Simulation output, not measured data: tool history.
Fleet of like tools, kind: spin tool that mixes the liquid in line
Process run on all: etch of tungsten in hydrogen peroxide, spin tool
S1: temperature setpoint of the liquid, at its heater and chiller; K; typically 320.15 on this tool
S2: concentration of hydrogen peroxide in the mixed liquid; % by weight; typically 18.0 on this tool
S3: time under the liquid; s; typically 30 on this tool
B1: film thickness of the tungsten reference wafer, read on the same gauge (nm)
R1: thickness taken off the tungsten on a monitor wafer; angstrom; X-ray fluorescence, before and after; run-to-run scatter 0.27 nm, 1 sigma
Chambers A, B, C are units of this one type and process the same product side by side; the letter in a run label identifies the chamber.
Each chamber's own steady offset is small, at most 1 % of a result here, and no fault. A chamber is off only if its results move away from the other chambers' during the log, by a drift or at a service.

Run 1B, day 0.212: usual settings; B1 40.017. Result: R1 299.96 angstrom.
Run 2C, day 0.362: usual settings; B1 39.985. Result: R1 302.98 angstrom.
Run 3A, day 0.588: usual settings; B1 40.005. Result: R1 298.81 angstrom.
Run 4C, day 0.808: usual settings; B1 39.972. Result: R1 306.56 angstrom.
Run 5A, day 0.971: usual settings; B1 40.043. Result: R1 303.45 angstrom.
Run 6B, day 1.096: usual settings; B1 40.020. Result: R1 302.01 angstrom.
Run 7B, day 1.238: usual settings but S3 15 s; B1 39.972. Result: R1 153.01 angstrom.
Run 8C, day 1.458: usual settings but S3 15 s; B1 39.993. Result: R1 151.62 angstrom.
Run 9A, day 1.688: usual settings but S3 15 s; B1 39.992. Result: R1 149.82 angstrom.
Run 10A, day 1.871: usual settings; B1 39.969. Result: R1 298.61 angstrom.
Run 11C, day 1.971: usual settings; B1 40.009. Result: R1 304.99 angstrom.
Run 12B, day 2.167: usual settings; B1 39.984. Result: R1 300.92 angstrom.
Run 13B, day 2.283: usual settings but S1 313.15 K, S3 20 s; B1 39.974. Result: R1 127.99 angstrom.
Run 14A, day 2.400: usual settings but S1 313.15 K, S3 20 s; B1 40.028. Result: R1 125.58 angstrom.
Run 15C, day 2.596: usual settings but S1 313.15 K, S3 20 s; B1 40.029. Result: R1 128.37 angstrom.
At day 2.638: chamber A: new drum of peroxide connected.
Run 16B, day 2.817: usual settings but S1 329.15 K, S3 15 s; B1 40.011. Result: R1 261.44 angstrom.
Run 17A, day 3.038: usual settings but S1 329.15 K, S3 15 s; B1 39.982. Result: R1 255.04 angstrom.
Run 18C, day 3.146: usual settings but S1 329.15 K, S3 15 s; B1 40.015. Result: R1 265.35 angstrom.
Run 19A, day 3.283: usual settings; B1 39.946. Result: R1 299.81 angstrom.
Run 20C, day 3.479: usual settings; B1 39.991. Result: R1 302.95 angstrom.
Run 21B, day 3.704: usual settings; B1 40.012. Result: R1 305.14 angstrom.
Run 22A, day 3.888: usual settings; B1 40.027. Result: R1 298.10 angstrom.
Run 23C, day 4.112: usual settings; B1 39.979. Result: R1 303.78 angstrom.
Run 24B, day 4.296: usual settings; B1 40.032. Result: R1 306.41 angstrom.
Run 25C, day 4.421: usual settings; B1 40.043. Result: R1 307.97 angstrom.
Run 26A, day 4.592: usual settings; B1 39.960. Result: R1 292.06 angstrom.
Run 27B, day 4.733: usual settings; B1 40.040. Result: R1 304.15 angstrom.
Run 28C, day 4.929: usual settings; B1 39.999. Result: R1 312.95 angstrom.
Run 29B, day 5.125: usual settings; B1 39.953. Result: R1 301.86 angstrom.
Run 30A, day 5.258: usual settings but S2 19.5 % by weight; B1 39.976. Result: R1 299.79 angstrom.
Run 31C, day 5.367: usual settings but S2 19.5 % by weight; B1 40.032. Result: R1 319.42 angstrom.
Run 32B, day 5.596: usual settings but S2 19.5 % by weight; B1 40.032. Result: R1 314.97 angstrom.
Run 33A, day 5.758: usual settings; B1 39.988. Result: R1 288.85 angstrom.
Run 34B, day 5.921: usual settings; B1 39.994. Result: R1 298.57 angstrom.
Run 35A, day 6.050: usual settings; B1 39.972. Result: R1 287.27 angstrom.
Run 36C, day 6.158: usual settings; B1 39.998. Result: R1 309.76 angstrom.
Run 37C, day 6.350: usual settings; B1 39.988. Result: R1 308.31 angstrom.
Run 38B, day 6.550: usual settings; B1 39.995. Result: R1 301.59 angstrom.
Run 39A, day 6.675: usual settings; B1 40.015. Result: R1 283.42 angstrom.

Is one chamber out of step, is the gauge drifting, or do the chambers differ by no more than their own small offsets? For an off chamber, give its letter and the likeliest cause.

Little by little, chamber A moves away from the other chambers.
Cause: liquid colder than its thermometer reads (K) = 1.15.
The log might look much the same if the cause were instead: peroxide flow below the setpoint (%); temperature lost on the way to the wafer (K).

Here are 4 candidates for chamber A's next run, each the usual settings with a change, their results left as question marks. Which one brings its results back in line with what the others give on the usual settings?
Maximum distance from the other chambers' mean on the usual settings for a result to count as in line: R1 9.30 angstrom
Run 40A-1, day 6.842: usual settings but S1 322.15 K. Result: R1 ?.
Run 40A-2, day 6.842: usual settings but S1 321.15 K. Result: R1 ?.
Run 40A-3, day 6.842: usual settings but S1 318.15 K. Result: R1 ?.
Run 40A-4, day 6.842: usual settings but S1 319.15 K. Result: R1 ?.

The other chambers' mean on the usual settings: R1 304.23 angstrom
  run      R1
40A-1  320.84
40A-2  301.33
40A-3  249.03
40A-4  265.47
The right change is 40A-2: it brings the chamber back within the allowed miss of the others.
